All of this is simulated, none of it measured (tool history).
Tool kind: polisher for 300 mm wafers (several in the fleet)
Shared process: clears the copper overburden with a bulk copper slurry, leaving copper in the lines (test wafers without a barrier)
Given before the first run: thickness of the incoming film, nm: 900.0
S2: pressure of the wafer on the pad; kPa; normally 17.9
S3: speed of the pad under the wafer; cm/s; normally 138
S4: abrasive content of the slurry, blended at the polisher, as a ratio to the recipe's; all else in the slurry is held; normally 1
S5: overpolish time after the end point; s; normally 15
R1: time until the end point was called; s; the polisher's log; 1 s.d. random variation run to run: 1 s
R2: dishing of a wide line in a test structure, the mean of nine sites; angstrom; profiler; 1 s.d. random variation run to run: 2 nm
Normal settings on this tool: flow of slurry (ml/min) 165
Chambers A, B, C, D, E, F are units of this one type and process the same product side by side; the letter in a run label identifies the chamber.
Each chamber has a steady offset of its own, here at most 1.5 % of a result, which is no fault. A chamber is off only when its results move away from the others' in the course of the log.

At day 0.133: chamber A: worn pad replaced by a new one.
At day 0.183: chamber B: worn pad replaced by a new one.
At day 0.233: chamber F: head pressure recalibrated.
Run 1C, day 0.375: usual settings. Result: R1 80.034 s, R2 971.79 angstrom.
At day 0.454: chamber C: slurry nozzle cleaned.
Run 2F, day 0.575: usual settings. Result: R1 78.360 s, R2 978.23 angstrom.
Run 3A, day 0.829: usual settings. Result: R1 78.544 s, R2 958.49 angstrom.
At day 0.983: chamber D: worn pad replaced by a new one.
Run 4E, day 1.067: usual settings. Result: R1 77.387 s, R2 963.74 angstrom.
Run 5B, day 1.325: usual settings. Result: R1 76.983 s, R2 987.99 angstrom.
Run 6D, day 1.671: usual settings. Result: R1 79.245 s, R2 977.55 angstrom.
At day 1.783: chamber E: worn pad replaced by a new one.
Run 7D, day 1.975: usual settings. Result: R1 78.941 s, R2 1005.70 angstrom.
At day 2.117: chamber F: worn pad replaced by a new one.
Run 8C, day 2.325: usual settings but S5 23 s. Result: R1 80.971 s, R2 1256.10 angstrom.
Run 9B, day 2.521: usual settings but S5 23 s. Result: R1 77.190 s, R2 1330.10 angstrom.
Run 10F, day 2.808: usual settings but S5 23 s. Result: R1 77.490 s, R2 1264.10 angstrom.
At day 2.921: chamber A: worn pad replaced by a new one.
Run 11E, day 3.196: usual settings but S5 23 s. Result: R1 77.902 s, R2 1236.60 angstrom.
Run 12A, day 3.496: usual settings but S5 23 s. Result: R1 77.261 s, R2 1289.60 angstrom.
Run 13B, day 3.792: usual settings but S5 23 s. Result: R1 77.273 s, R2 1242.30 angstrom.
At day 3.983: chamber C: worn pad replaced by a new one.
Run 14C, day 4.162: usual settings but flow of slurry (ml/min) 210, S3 172 cm/s. Result: R1 61.113 s, R2 1120.50 angstrom.
At day 4.379: chamber A: slurry nozzle cleaned.
Run 15E, day 4.392: usual settings but flow of slurry (ml/min) 210, S3 172 cm/s. Result: R1 60.714 s, R2 1115.50 angstrom.
At day 4.646: chamber B: slurry nozzle cleaned.
Run 16A, day 4.675: usual settings but flow of slurry (ml/min) 210, S3 172 cm/s. Result: R1 60.092 s, R2 1120.30 angstrom.
Run 17F, day 4.862: usual settings but flow of slurry (ml/min) 210, S3 172 cm/s. Result: R1 60.015 s, R2 1130.10 angstrom.
At day 5.108: chamber F: worn pad replaced by a new one.
Run 18D, day 5.188: usual settings but flow of slurry (ml/min) 210, S3 172 cm/s. Result: R1 61.154 s, R2 1130.30 angstrom.
At day 5.350: chamber D: slurry blender recalibrated.
At day 5.392: chamber D: worn pad replaced by a new one.
Run 19A, day 5.579: usual settings but flow of slurry (ml/min) 210, S3 172 cm/s. Result: R1 60.830 s, R2 1176.70 angstrom.
At day 5.812: chamber A: worn pad replaced by a new one.
At day 5.858: chamber B: worn pad replaced by a new one.
Run 20D, day 6.000: usual settings. Result: R1 77.201 s, R2 967.70 angstrom.
Run 21B, day 6.200: usual settings. Result: R1 79.694 s, R2 981.41 angstrom.
At day 6.433: chamber E: worn pad replaced by a new one.
Run 22F, day 6.479: usual settings. Result: R1 77.628 s, R2 968.69 angstrom.
Run 23E, day 6.829: usual settings. Result: R1 78.305 s, R2 987.31 angstrom.
Run 24C, day 7.088: usual settings. Result: R1 76.343 s, R2 994.40 angstrom.
At day 7.362: chamber B: slurry blender recalibrated.
Run 25C, day 7.379: usual settings. Result: R1 76.085 s, R2 1008.30 angstrom.
Run 26F, day 7.633: usual settings but flow of slurry (ml/min) 135, S3 94 cm/s. Result: R1 120.440 s, R2 719.53 angstrom.
Run 27B, day 7.950: usual settings but flow of slurry (ml/min) 135, S3 94 cm/s. Result: R1 121.930 s, R2 708.68 angstrom.
At day 7.996: chamber C: worn pad replaced by a new one.
At day 8.117: chamber F: worn pad replaced by a new one.
Run 28E, day 8.317: usual settings but flow of slurry (ml/min) 135, S3 94 cm/s. Result: R1 119.200 s, R2 715.87 angstrom.
Run 29A, day 8.608: usual settings but flow of slurry (ml/min) 135, S3 94 cm/s. Result: R1 114.140 s, R2 694.53 angstrom.
Run 30D, day 8.946: usual settings but flow of slurry (ml/min) 135, S3 94 cm/s. Result: R1 116.000 s, R2 731.75 angstrom.
At day 9.258: chamber E: slurry blender recalibrated.
Run 31D, day 9.325: usual settings but flow of slurry (ml/min) 135, S3 94 cm/s. Result: R1 117.180 s, R2 674.05 angstrom.
At day 9.354: chamber A: worn pad replaced by a new one.
At day 9.467: chamber D: worn pad replaced by a new one.
Run 32E, day 9.562: usual settings. Result: R1 78.141 s, R2 975.37 angstrom.
Run 33C, day 9.971: usual settings. Result: R1 74.859 s, R2 1042.10 angstrom.
Run 34F, day 10.329: usual settings. Result: R1 77.619 s, R2 982.92 angstrom.
Run 35B, day 10.562: usual settings but S2 13.8 kPa, S3 180 cm/s. Result: R1 79.253 s, R2 896.67 angstrom.
Run 36A, day 10.825: usual settings but S2 13.8 kPa, S3 180 cm/s. Result: R1 78.827 s, R2 919.05 angstrom.
At day 11.167: chamber A: slurry blender recalibrated.
Run 37D, day 11.200: usual settings but S2 13.8 kPa, S3 180 cm/s. Result: R1 79.030 s, R2 924.52 angstrom.
Run 38A, day 11.467: usual settings but S2 13.8 kPa, S3 180 cm/s. Result: R1 77.379 s, R2 947.94 angstrom.
At day 11.617: chamber E: worn pad replaced by a new one.
Run 39C, day 11.792: usual settings but S2 13.8 kPa, S3 180 cm/s. Result: R1 72.168 s, R2 1021.70 angstrom.
Run 40E, day 12.054: usual settings but S2 13.8 kPa, S3 180 cm/s. Result: R1 79.513 s, R2 927.30 angstrom.

Does one chamber stand apart from the rest, does the shared gauge drift, or is all well apart from small per-chamber offsets? Give the chamber and the most likely cause, where there is one.

Chamber C drifts away from the others.
Most likely cause: head's pressure above its setpoint, % = 10.1.

Chamber C could run next with any of the 4 candidate recipes listed below; each alters the usual settings, and their results appear as question marks. Which one brings its results back in line with what the other chambers deliver on the usual settings?
Maximum distance from the other chambers' mean on the usual settings for a result to count as in line: R1 3.500 s; R2 72.00 angstrom
Run 41C-1, day 12.367: usual settings but S2 16.5 kPa, S3 128 cm/s. Result: R1 ?, R2 ?.
Run 41C-2, day 12.367: usual settings but S2 19.3 kPa, S3 148 cm/s. Result: R1 ?, R2 ?.
Run 41C-3, day 12.367: usual settings but S2 18.6 kPa, S3 142 cm/s. Result: R1 ?, R2 ?.
Run 41C-4, day 12.367: usual settings but S2 17.2 kPa, S3 134 cm/s. Result: R1 ?, R2 ?.

Average result of the remaining chambers running the usual settings: R1 78.373 s; R2 967.71 angstrom
  run      R1       R2
41C-1  84.966   917.87
41C-2  62.925  1144.00
41C-3  68.030  1082.80
41C-4  77.892   979.43
With 41C-4, the chamber falls back in line with the rest.

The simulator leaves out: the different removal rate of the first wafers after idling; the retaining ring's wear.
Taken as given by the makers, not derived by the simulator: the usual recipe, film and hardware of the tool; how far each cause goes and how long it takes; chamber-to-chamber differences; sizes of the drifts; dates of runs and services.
